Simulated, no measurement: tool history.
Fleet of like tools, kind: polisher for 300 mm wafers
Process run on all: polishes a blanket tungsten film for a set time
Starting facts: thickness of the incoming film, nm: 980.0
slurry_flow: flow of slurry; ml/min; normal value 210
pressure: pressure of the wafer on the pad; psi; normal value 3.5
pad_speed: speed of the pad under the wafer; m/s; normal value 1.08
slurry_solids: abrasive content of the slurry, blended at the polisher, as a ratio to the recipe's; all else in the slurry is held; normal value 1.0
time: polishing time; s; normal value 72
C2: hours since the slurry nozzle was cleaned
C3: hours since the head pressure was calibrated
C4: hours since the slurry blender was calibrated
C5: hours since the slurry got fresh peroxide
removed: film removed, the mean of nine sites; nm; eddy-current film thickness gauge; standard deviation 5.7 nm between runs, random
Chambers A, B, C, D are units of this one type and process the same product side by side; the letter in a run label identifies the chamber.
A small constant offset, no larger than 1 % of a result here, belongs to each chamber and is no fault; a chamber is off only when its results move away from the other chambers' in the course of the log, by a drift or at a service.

-- day=0.038 chamber D: head pressure recalibrated
-- day=0.200 chamber A: worn pad replaced by a new one
run 1C day=0.200 | slurry_flow=210 pressure=3.5 pad_speed=1.08 slurry_solids=1.0 time=72 | wafers_polished_on_this_pad=714 C2=218.7 C3=22.5 C4=226.0 C5=41.0 | removed=394.99
-- day=0.288 chamber B: worn pad replaced by a new one
-- day=0.446 chamber D: slurry tank refilled with fresh slurry and peroxide
run 2B day=0.546 | slurry_flow=210 pressure=3.5 pad_speed=1.08 slurry_solids=1.0 time=72 | wafers_polished_on_this_pad=65 C2=177.4 C3=544.8 C4=198.2 C5=37.5 | removed=404.08
run 3A day=0.829 | slurry_flow=210 pressure=3.5 pad_speed=1.08 slurry_solids=1.0 time=72 | wafers_polished_on_this_pad=158 C2=125.7 C3=442.4 C4=151.1 C5=36.9 | removed=417.39
run 4D day=1.117 | slurry_flow=210 pressure=3.5 pad_speed=1.08 slurry_solids=1.0 time=72 | wafers_polished_on_this_pad=409 C2=99.0 C3=26.0 C4=181.6 C5=16.1 | removed=418.54
run 5D day=1.358 | slurry_flow=210 pressure=3.5 pad_speed=1.08 slurry_solids=1.0 time=72 | wafers_polished_on_this_pad=469 C2=104.8 C3=31.8 C4=187.4 C5=21.9 | removed=409.12
run 6B day=1.621 | slurry_flow=210 pressure=3.5 pad_speed=1.46 slurry_solids=1.3 time=72 | wafers_polished_on_this_pad=334 C2=203.2 C3=570.6 C4=224.0 C5=63.3 | removed=594.53
-- day=1.712 chamber C: slurry nozzle cleaned
run 7C day=1.954 | slurry_flow=210 pressure=3.5 pad_speed=1.46 slurry_solids=1.3 time=72 | wafers_polished_on_this_pad=1154 C2=5.9 C3=64.6 C4=268.1 C5=83.1 | removed=576.36
run 8A day=2.142 | slurry_flow=210 pressure=3.5 pad_speed=1.46 slurry_solids=1.3 time=72 | wafers_polished_on_this_pad=487 C2=157.2 C3=473.9 C4=182.6 C5=68.4 | removed=573.07
-- day=2.304 chamber B: slurry tank refilled with fresh slurry and peroxide
run 9C day=2.429 | slurry_flow=210 pressure=3.5 pad_speed=1.46 slurry_solids=1.3 time=72 | wafers_polished_on_this_pad=1273 C2=17.3 C3=76.0 C4=279.5 C5=94.5 | removed=572.68
run 10B day=2.600 | slurry_flow=210 pressure=3.5 pad_speed=1.08 slurry_solids=1.0 time=72 | wafers_polished_on_this_pad=580 C2=226.7 C3=594.1 C4=247.5 C5=7.1 | removed=401.21
-- day=2.850 chamber A: worn pad replaced by a new one
run 11D day=2.879 | slurry_flow=210 pressure=3.5 pad_speed=1.08 slurry_solids=1.0 time=72 | wafers_polished_on_this_pad=851 C2=141.3 C3=68.3 C4=223.9 C5=58.4 | removed=409.46
-- day=2.888 chamber C: slurry blender recalibrated
run 12A day=3.142 | slurry_flow=210 pressure=3.5 pad_speed=1.08 slurry_solids=1.0 time=72 | wafers_polished_on_this_pad=73 C2=181.2 C3=497.9 C4=206.6 C5=92.4 | removed=405.11
-- day=3.233 chamber C: worn pad replaced by a new one
-- day=3.300 chamber B: slurry blender recalibrated
run 13D day=3.425 | slurry_flow=210 pressure=3.5 pad_speed=1.08 slurry_solids=1.0 time=72 | wafers_polished_on_this_pad=988 C2=154.4 C3=81.4 C4=237.0 C5=71.5 | removed=417.01
run 14C day=3.596 | slurry_flow=210 pressure=3.5 pad_speed=1.08 slurry_solids=1.0 time=72 | wafers_polished_on_this_pad=91 C2=45.3 C3=104.0 C4=17.0 C5=122.5 | removed=411.36
run 15A day=3.779 | slurry_flow=210 pressure=3.5 pad_speed=1.08 slurry_solids=1.0 time=72 | wafers_polished_on_this_pad=233 C2=196.5 C3=513.2 C4=221.9 C5=107.7 | removed=395.15
run 16B day=4.004 | slurry_flow=185 pressure=3.5 pad_speed=1.08 slurry_solids=1.2 time=72 | wafers_polished_on_this_pad=932 C2=260.4 C3=627.8 C4=17.0 C5=40.8 | removed=408.92
run 17A day=4.283 | slurry_flow=185 pressure=3.5 pad_speed=1.08 slurry_solids=1.2 time=72 | wafers_polished_on_this_pad=359 C2=208.6 C3=525.3 C4=234.0 C5=119.8 | removed=402.01
-- day=4.446 chamber B: slurry nozzle cleaned
run 18C day=4.475 | slurry_flow=185 pressure=3.5 pad_speed=1.08 slurry_solids=1.2 time=72 | wafers_polished_on_this_pad=312 C2=66.4 C3=125.1 C4=38.1 C5=143.6 | removed=403.52
run 19D day=4.812 | slurry_flow=185 pressure=3.5 pad_speed=1.08 slurry_solids=1.2 time=72 | wafers_polished_on_this_pad=1336 C2=187.7 C3=114.7 C4=270.3 C5=104.8 | removed=410.23
run 20B day=5.104 | slurry_flow=210 pressure=3.5 pad_speed=1.08 slurry_solids=1.0 time=72 | wafers_polished_on_this_pad=1208 C2=15.9 C3=654.2 C4=43.4 C5=67.2 | removed=407.05
run 21A day=5.267 | slurry_flow=210 pressure=3.5 pad_speed=1.08 slurry_solids=1.0 time=72 | wafers_polished_on_this_pad=606 C2=232.2 C3=548.9 C4=257.6 C5=143.4 | removed=389.89
-- day=5.458 chamber D: worn pad replaced by a new one
run 22D day=5.462 | slurry_flow=210 pressure=3.5 pad_speed=1.08 slurry_solids=1.0 time=72 | wafers_polished_on_this_pad=1 C2=203.3 C3=130.3 C4=285.9 C5=120.4 | removed=408.39
-- day=5.550 chamber C: slurry tank refilled with fresh slurry and peroxide
run 23B day=5.642 | slurry_flow=210 pressure=3.5 pad_speed=1.28 slurry_solids=1.0 time=72 | wafers_polished_on_this_pad=1343 C2=28.8 C3=667.1 C4=56.3 C5=80.1 | removed=468.80
-- day=5.900 chamber B: worn pad replaced by a new one
run 24C day=5.921 | slurry_flow=210 pressure=3.5 pad_speed=1.28 slurry_solids=1.0 time=72 | wafers_polished_on_this_pad=674 C2=101.1 C3=159.8 C4=72.8 C5=8.9 | removed=480.43
-- day=5.954 chamber A: worn pad replaced by a new one
run 25C day=6.229 | slurry_flow=210 pressure=3.5 pad_speed=1.28 slurry_solids=1.0 time=72 | wafers_polished_on_this_pad=751 C2=108.5 C3=167.2 C4=80.2 C5=16.3 | removed=471.63
run 26D day=6.471 | slurry_flow=210 pressure=3.5 pad_speed=1.28 slurry_solids=1.0 time=72 | wafers_polished_on_this_pad=254 C2=227.5 C3=154.5 C4=310.1 C5=144.6 | removed=480.47
-- day=6.492 chamber B: slurry tank refilled with fresh slurry and peroxide
-- day=6.512 chamber A: slurry nozzle cleaned
run 27A day=6.812 | slurry_flow=210 pressure=3.5 pad_speed=1.08 slurry_solids=1.0 time=72 | wafers_polished_on_this_pad=216 C2=7.2 C3=586.0 C4=294.7 C5=180.5 | removed=388.51
run 28B day=7.108 | slurry_flow=210 pressure=3.5 pad_speed=1.08 slurry_solids=1.0 time=72 | wafers_polished_on_this_pad=303 C2=64.0 C3=702.3 C4=91.5 C5=14.8 | removed=396.68
run 29B day=7.379 | slurry_flow=210 pressure=3.5 pad_speed=1.08 slurry_solids=1.0 time=72 | wafers_polished_on_this_pad=371 C2=70.5 C3=708.8 C4=98.0 C5=21.3 | removed=403.80
run 30D day=7.554 | slurry_flow=210 pressure=3.5 pad_speed=1.08 slurry_solids=1.0 time=72 | wafers_polished_on_this_pad=526 C2=253.5 C3=180.5 C4=336.1 C5=170.6 | removed=398.52
run 31C day=7.833 | slurry_flow=210 pressure=3.5 pad_speed=1.08 slurry_solids=1.0 time=72 | wafers_polished_on_this_pad=1154 C2=147.0 C3=205.7 C4=118.7 C5=54.8 | removed=401.29
run 32A day=8.062 | slurry_flow=210 pressure=3.5 pad_speed=1.08 slurry_solids=1.0 time=72 | wafers_polished_on_this_pad=529 C2=37.2 C3=616.0 C4=324.7 C5=210.5 | removed=372.89
run 33D day=8.246 | slurry_flow=210 pressure=3.5 pad_speed=1.08 slurry_solids=1.0 time=72 | wafers_polished_on_this_pad=699 C2=270.1 C3=197.1 C4=352.7 C5=187.2 | removed=399.25
-- day=8.367 chamber D: slurry tank refilled with fresh slurry and peroxide
run 34A day=8.529 | slurry_flow=210 pressure=3.5 pad_speed=1.08 slurry_solids=1.0 time=72 | wafers_polished_on_this_pad=646 C2=48.4 C3=627.2 C4=335.9 C5=221.7 | removed=385.81
-- day=8.546 chamber C: worn pad replaced by a new one
-- day=8.675 chamber A: worn pad replaced by a new one
run 35B day=8.708 | slurry_flow=255 pressure=3.5 pad_speed=0.94 slurry_solids=1.0 time=72 | wafers_polished_on_this_pad=704 C2=102.4 C3=740.7 C4=129.9 C5=53.2 | removed=360.99
run 36C day=8.954 | slurry_flow=255 pressure=3.5 pad_speed=0.94 slurry_solids=1.0 time=72 | wafers_polished_on_this_pad=103 C2=173.9 C3=232.6 C4=145.6 C5=81.7 | removed=357.00
run 37B day=9.200 | slurry_flow=255 pressure=3.5 pad_speed=0.94 slurry_solids=1.0 time=72 | wafers_polished_on_this_pad=827 C2=114.2 C3=752.5 C4=141.7 C5=65.0 | removed=359.85
run 38D day=9.458 | slurry_flow=255 pressure=3.5 pad_speed=0.94 slurry_solids=1.0 time=72 | wafers_polished_on_this_pad=1003 C2=299.2 C3=226.2 C4=381.8 C5=26.3 | removed=353.33
run 39C day=9.758 | slurry_flow=210 pressure=3.5 pad_speed=1.08 slurry_solids=1.0 time=72 | wafers_polished_on_this_pad=304 C2=193.2 C3=251.9 C4=164.9 C5=101.0 | removed=400.41
run 40A day=9.954 | slurry_flow=210 pressure=3.5 pad_speed=1.08 slurry_solids=1.0 time=72 | wafers_polished_on_this_pad=321 C2=82.6 C3=661.4 C4=370.1 C5=255.9 | removed=376.05

What goes on in this fleet: one chamber off, a drifting gauge, or nothing beyond the chambers' own small offsets? Name the chamber and the cause, if any.

It is chamber A that slowly wanders off from its peers.
Likeliest cause: peroxide lost from the slurry, % = 18.9.
Not necessarily distinguishable in this log from: head's pressure below its setpoint, %; abrasive missing from the slurry, %.

Here are 4 candidates for chamber A's next run, each the usual settings with a change, their results left as question marks. Which one brings its results back in line with what the others give on the usual settings?
In line here means within this much of the mean the other chambers give on the usual settings: removed 20.00 nm
run 41A-1 day=10.208 | slurry_flow=210 pressure=3.2 pad_speed=1.08 slurry_solids=1.0 time=72 | removed=?
run 41A-2 day=10.208 | slurry_flow=210 pressure=3.2 pad_speed=1.00 slurry_solids=1.0 time=72 | removed=?
run 41A-3 day=10.208 | slurry_flow=210 pressure=4.1 pad_speed=1.08 slurry_solids=1.0 time=72 | removed=?
run 41A-4 day=10.208 | slurry_flow=210 pressure=3.6 pad_speed=1.12 slurry_solids=1.0 time=72 | removed=?

Average result of the remaining chambers running the usual settings: removed 401.04 nm
run=41A-1 removed=337.63
run=41A-2 removed=312.47
run=41A-3 removed=432.56
run=41A-4 removed=393.98
Change 41A-4 lands the chamber within the allowed miss of the other chambers.

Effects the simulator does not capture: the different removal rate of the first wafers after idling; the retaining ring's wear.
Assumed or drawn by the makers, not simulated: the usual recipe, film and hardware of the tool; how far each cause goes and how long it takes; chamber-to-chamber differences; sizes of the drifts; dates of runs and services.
